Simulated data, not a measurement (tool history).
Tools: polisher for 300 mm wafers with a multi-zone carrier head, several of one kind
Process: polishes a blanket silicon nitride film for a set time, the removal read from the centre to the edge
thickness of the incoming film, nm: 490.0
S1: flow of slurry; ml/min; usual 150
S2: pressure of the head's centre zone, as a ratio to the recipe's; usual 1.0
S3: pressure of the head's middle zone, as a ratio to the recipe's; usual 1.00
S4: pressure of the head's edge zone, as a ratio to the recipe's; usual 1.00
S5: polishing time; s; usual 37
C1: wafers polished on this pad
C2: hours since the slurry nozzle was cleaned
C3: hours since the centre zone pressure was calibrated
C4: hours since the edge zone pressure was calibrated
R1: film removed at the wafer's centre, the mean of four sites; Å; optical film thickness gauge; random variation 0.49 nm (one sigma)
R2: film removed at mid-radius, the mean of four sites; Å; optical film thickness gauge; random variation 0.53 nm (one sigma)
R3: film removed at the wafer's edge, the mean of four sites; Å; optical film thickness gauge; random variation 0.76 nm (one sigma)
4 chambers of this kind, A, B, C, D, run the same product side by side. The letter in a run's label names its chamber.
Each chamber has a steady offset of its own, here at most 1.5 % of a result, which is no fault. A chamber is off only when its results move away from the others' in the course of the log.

{"hour": 1.5, "done": "chamber C: worn pad replaced by a new one"}
{"run": "1C", "hour": 7.7, "S1": 150, "S2": 1.0, "S3": 1.0, "S4": 1.0, "S5": 37, "C1": 98, "C2": 374.1, "C3": 665.5, "C4": 1067.6, "R1": 690.07, "R2": 683.66, "R3": 684.1}
{"hour": 10.2, "done": "chamber D: worn pad replaced by a new one"}
{"hour": 16.6, "done": "chamber B: worn pad replaced by a new one"}
{"run": "2B", "hour": 19.1, "S1": 150, "S2": 1.0, "S3": 1.0, "S4": 1.0, "S5": 37, "C1": 41, "C2": 616.7, "C3": 132.3, "C4": 77.8, "R1": 690.94, "R2": 687.41, "R3": 684.73}
{"hour": 19.8, "done": "chamber C: centre zone pressure recalibrated"}
{"hour": 21.7, "done": "chamber A: worn pad replaced by a new one"}
{"run": "3A", "hour": 26.4, "S1": 150, "S2": 1.0, "S3": 1.0, "S4": 1.0, "S5": 37, "C1": 75, "C2": 231.4, "C3": 359.0, "C4": 691.1, "R1": 696.18, "R2": 697.79, "R3": 691.47}
{"run": "4D", "hour": 35.8, "S1": 150, "S2": 1.0, "S3": 1.0, "S4": 1.0, "S5": 37, "C1": 407, "C2": 235.2, "C3": 59.8, "C4": 551.1, "R1": 685.43, "R2": 682.3, "R3": 700.87}
{"hour": 44.3, "done": "chamber A: centre zone pressure recalibrated"}
{"run": "5B", "hour": 46.6, "S1": 150, "S2": 1.0, "S3": 1.0, "S4": 1.0, "S5": 37, "C1": 478, "C2": 644.2, "C3": 159.8, "C4": 105.3, "R1": 710.34, "R2": 675.92, "R3": 693.01}
{"hour": 49.0, "done": "chamber C: worn pad replaced by a new one"}
{"run": "6A", "hour": 55.5, "S1": 150, "S2": 1.0, "S3": 1.0, "S4": 1.0, "S5": 37, "C1": 537, "C2": 260.5, "C3": 11.3, "C4": 720.2, "R1": 691.16, "R2": 680.77, "R3": 699.41}
{"hour": 57.9, "done": "chamber D: worn pad replaced by a new one"}
{"run": "7C", "hour": 65.9, "S1": 150, "S2": 0.9, "S3": 1.0, "S4": 1.0, "S5": 37, "C1": 269, "C2": 432.3, "C3": 46.2, "C4": 1125.8, "R1": 619.83, "R2": 685.84, "R3": 695.56}
{"run": "8D", "hour": 74.7, "S1": 150, "S2": 0.9, "S3": 1.0, "S4": 1.0, "S5": 37, "C1": 268, "C2": 274.1, "C3": 98.7, "C4": 590.0, "R1": 606.09, "R2": 685.8, "R3": 703.16}
{"hour": 76.1, "done": "chamber A: worn pad replaced by a new one"}
{"hour": 80.5, "done": "chamber B: slurry nozzle cleaned"}
{"run": "9D", "hour": 83.3, "S1": 150, "S2": 0.9, "S3": 1.0, "S4": 1.0, "S5": 37, "C1": 404, "C2": 282.7, "C3": 107.3, "C4": 598.6, "R1": 601.75, "R2": 688.63, "R3": 695.35}
{"hour": 92.2, "done": "chamber B: worn pad replaced by a new one"}
{"run": "10C", "hour": 92.9, "S1": 150, "S2": 0.9, "S3": 1.0, "S4": 1.0, "S5": 37, "C1": 698, "C2": 459.3, "C3": 73.2, "C4": 1152.8, "R1": 612.65, "R2": 687.62, "R3": 694.65}
{"hour": 99.0, "done": "chamber C: worn pad replaced by a new one"}
{"run": "11A", "hour": 103.4, "S1": 150, "S2": 1.0, "S3": 1.0, "S4": 1.0, "S5": 37, "C1": 434, "C2": 308.4, "C3": 59.2, "C4": 768.1, "R1": 695.15, "R2": 693.61, "R3": 698.36}
{"hour": 109.3, "done": "chamber D: worn pad replaced by a new one"}
{"hour": 110.1, "done": "chamber A: slurry nozzle cleaned"}
{"run": "12B", "hour": 110.6, "S1": 150, "S2": 1.0, "S3": 1.0, "S4": 1.0, "S5": 37, "C1": 292, "C2": 30.1, "C3": 223.8, "C4": 169.3, "R1": 710.38, "R2": 691.74, "R3": 704.25}
{"run": "13B", "hour": 122.4, "S1": 150, "S2": 1.0, "S3": 1.0, "S4": 1.0, "S5": 37, "C1": 480, "C2": 41.9, "C3": 235.6, "C4": 181.1, "R1": 710.75, "R2": 689.55, "R3": 699.95}
{"hour": 125.5, "done": "chamber A: worn pad replaced by a new one"}
{"run": "14C", "hour": 127.8, "S1": 150, "S2": 1.0, "S3": 1.0, "S4": 1.0, "S5": 37, "C1": 457, "C2": 494.2, "C3": 108.1, "C4": 1187.7, "R1": 691.05, "R2": 682.32, "R3": 680.61}
{"run": "15D", "hour": 138.9, "S1": 150, "S2": 1.0, "S3": 1.0, "S4": 1.0, "S5": 37, "C1": 471, "C2": 338.3, "C3": 162.9, "C4": 654.2, "R1": 687.71, "R2": 691.1, "R3": 699.64}
{"hour": 143.0, "done": "chamber C: worn pad replaced by a new one"}
{"hour": 147.9, "done": "chamber D: worn pad replaced by a new one"}
{"run": "16A", "hour": 150.2, "S1": 150, "S2": 1.0, "S3": 1.0, "S4": 1.0, "S5": 37, "C1": 393, "C2": 40.2, "C3": 106.0, "C4": 814.9, "R1": 702.36, "R2": 700.7, "R3": 700.5}
{"run": "17A", "hour": 156.5, "S1": 150, "S2": 1.0, "S3": 1.0, "S4": 1.0, "S5": 37, "C1": 493, "C2": 46.5, "C3": 112.3, "C4": 821.2, "R1": 699.06, "R2": 698.6, "R3": 693.9}
{"run": "18B", "hour": 163.4, "S1": 150, "S2": 1.0, "S3": 1.08, "S4": 1.0, "S5": 30, "C1": 1131, "C2": 82.9, "C3": 276.6, "C4": 222.1, "R1": 583.61, "R2": 600.61, "R3": 562.25}
{"hour": 167.9, "done": "chamber B: worn pad replaced by a new one"}
{"run": "19D", "hour": 168.8, "S1": 150, "S2": 1.0, "S3": 1.08, "S4": 1.0, "S5": 30, "C1": 333, "C2": 368.2, "C3": 192.8, "C4": 684.1, "R1": 556.73, "R2": 598.27, "R3": 556.45}
{"hour": 174.9, "done": "chamber D: slurry nozzle cleaned"}
{"run": "20C", "hour": 180.0, "S1": 150, "S2": 1.0, "S3": 1.08, "S4": 1.0, "S5": 30, "C1": 589, "C2": 546.4, "C3": 160.3, "C4": 1239.9, "R1": 555.64, "R2": 603.45, "R3": 557.9}
{"hour": 180.8, "done": "chamber A: worn pad replaced by a new one"}
{"hour": 188.6, "done": "chamber D: worn pad replaced by a new one"}
{"run": "21A", "hour": 191.3, "S1": 150, "S2": 1.0, "S3": 1.08, "S4": 1.0, "S5": 30, "C1": 167, "C2": 81.3, "C3": 147.1, "C4": 856.0, "R1": 560.31, "R2": 605.74, "R3": 561.47}
{"hour": 191.5, "done": "chamber C: worn pad replaced by a new one"}
{"run": "22D", "hour": 203.6, "S1": 150, "S2": 1.0, "S3": 1.0, "S4": 1.0, "S5": 37, "C1": 238, "C2": 28.7, "C3": 227.6, "C4": 718.9, "R1": 686.64, "R2": 688.19, "R3": 689.31}
{"run": "23C", "hour": 209.2, "S1": 150, "S2": 1.0, "S3": 1.0, "S4": 1.09, "S5": 37, "C1": 281, "C2": 575.6, "C3": 189.5, "C4": 1269.1, "R1": 693.33, "R2": 683.61, "R3": 707.4}
{"run": "24B", "hour": 217.6, "S1": 150, "S2": 1.0, "S3": 1.0, "S4": 1.09, "S5": 37, "C1": 791, "C2": 137.1, "C3": 330.8, "C4": 276.3, "R1": 730.34, "R2": 691.7, "R3": 727.26}
{"run": "25D", "hour": 225.5, "S1": 150, "S2": 1.0, "S3": 1.0, "S4": 1.09, "S5": 37, "C1": 586, "C2": 50.6, "C3": 249.5, "C4": 740.8, "R1": 684.26, "R2": 685.72, "R3": 730.87}

Is one chamber off against the others, does the gauge drift, or is nothing wrong? If a chamber is off, say which, and what the likeliest cause is.

Chamber B drifts away from the others.
Cause: centre zone's pressure above its setpoint, % = 5.18.

Here are 4 candidates for chamber B's next run, each the usual settings with a change, their results left as question marks. Which one brings its results back in line with what the others give on the usual settings?
In line means no further than this from the other chambers' mean on the usual settings: R1 17.00 Å; R2 19.00 Å; R3 26.00 Å
{"run": "26B-1", "hour": 234.4, "S1": 155, "S2": 1.1, "S3": 0.98, "S4": 0.97, "S5": 38, "R1": "?", "R2": "?", "R3": "?"}
{"run": "26B-2", "hour": 234.4, "S1": 155, "S2": 1.05, "S3": 0.99, "S4": 0.99, "S5": 37, "R1": "?", "R2": "?", "R3": "?"}
{"run": "26B-3", "hour": 234.4, "S1": 145, "S2": 0.95, "S3": 1.01, "S4": 1.01, "S5": 37, "R1": "?", "R2": "?", "R3": "?"}
{"run": "26B-4", "hour": 234.4, "S1": 145, "S2": 0.91, "S3": 1.02, "S4": 1.03, "S5": 36, "R1": "?", "R2": "?", "R3": "?"}

The other chambers' mean on the usual settings: R1 690.06 Å; R2 687.90 Å; R3 691.83 Å
run=26B-1 R1=844.71 R2=698.46 R3=701.48
run=26B-2 R1=782.03 R2=686.53 R3=690.15
run=26B-3 R1=691.20 R2=690.66 R3=690.84
run=26B-4 R1=641.48 R2=678.15 R3=679.01
26B-3 brings the chamber back in line.
